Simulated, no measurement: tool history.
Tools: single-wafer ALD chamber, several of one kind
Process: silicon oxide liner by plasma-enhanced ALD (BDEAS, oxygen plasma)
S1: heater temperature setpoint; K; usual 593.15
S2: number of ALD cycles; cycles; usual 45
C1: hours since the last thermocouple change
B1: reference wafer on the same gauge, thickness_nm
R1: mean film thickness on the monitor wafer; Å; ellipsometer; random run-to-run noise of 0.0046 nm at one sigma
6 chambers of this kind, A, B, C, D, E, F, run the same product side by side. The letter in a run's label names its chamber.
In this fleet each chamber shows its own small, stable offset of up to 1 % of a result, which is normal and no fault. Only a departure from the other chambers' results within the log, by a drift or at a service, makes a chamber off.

run	day	S1	S2	C1	B1	R1
1C	0.392	593.15	45	862.3	3.8608	40.809
2F	0.921	593.15	45	900.9	3.8611	40.819
3B	1.558	593.15	45	490.6	3.8618	40.843
4D	2.067	593.15	45	820.7	3.8612	40.344
5E	2.550	593.15	45	267.4	3.8634	40.568
6A	2.862	593.15	45	480.0	3.8638	40.845
7D	3.367	587.15	39	851.9	3.8648	35.315
8E	3.712	587.15	39	295.3	3.8635	35.486
9C	4.121	587.15	39	951.8	3.8645	35.729
10F	4.546	587.15	39	987.9	3.8657	35.649
11A	4.838	587.15	39	527.4	3.8651	35.595
12B	5.192	587.15	39	577.8	3.8665	35.811
13B	5.675	581.15	53	589.4	3.8663	49.036
14D	6.088	581.15	53	917.2	3.8660	48.461
15A	6.692	581.15	53	571.9	3.8669	48.980
16C	7.054	581.15	53	1022.2	3.8670	48.960
17E	7.512	581.15	53	386.5	3.8681	48.703
18F	7.933	581.15	53	1069.2	3.8678	48.889
19A	8.271	593.15	45	609.8	3.8694	40.773
20D	8.875	593.15	45	984.1	3.8702	40.435
21B	9.183	593.15	45	673.6	3.8709	40.979
22F	9.742	580.15	50	1112.6	3.8699	46.219
23E	10.150	580.15	50	449.8	3.8704	46.038
24C	10.612	580.15	50	1107.6	3.8707	46.379
25E	11.033	580.15	50	471.0	3.8733	46.012
26C	11.646	580.15	50	1132.4	3.8720	46.363
27A	11.958	580.15	50	698.3	3.8730	46.214
28B	12.329	593.15	52	749.1	3.8732	47.459
29D	12.875	593.15	52	1080.1	3.8740	46.734
30F	13.375	593.15	52	1199.8	3.8750	47.287
31B	14.033	593.15	52	790.0	3.8760	47.452
32A	14.338	593.15	52	755.4	3.8751	47.202
33D	14.738	593.15	52	1124.8	3.8762	46.806
34E	15.183	593.15	45	570.6	3.8770	40.732
35C	15.750	593.15	45	1230.9	3.8767	40.963
36F	16.071	593.15	45	1264.5	3.8778	40.892

Next, all 6 chambers run the settings below, one line each with question marks for the results. What does each chamber give?
37A	16.550	593.15	45			?
37B	16.550	593.15	45			?
37C	16.550	593.15	45			?
37D	16.550	593.15	45			?
37E	16.550	593.15	45			?
37F	16.550	593.15	45			?

run	R1
37A	41.003
37B	41.068
37C	40.923
37D	40.498
37E	40.764
37F	40.911
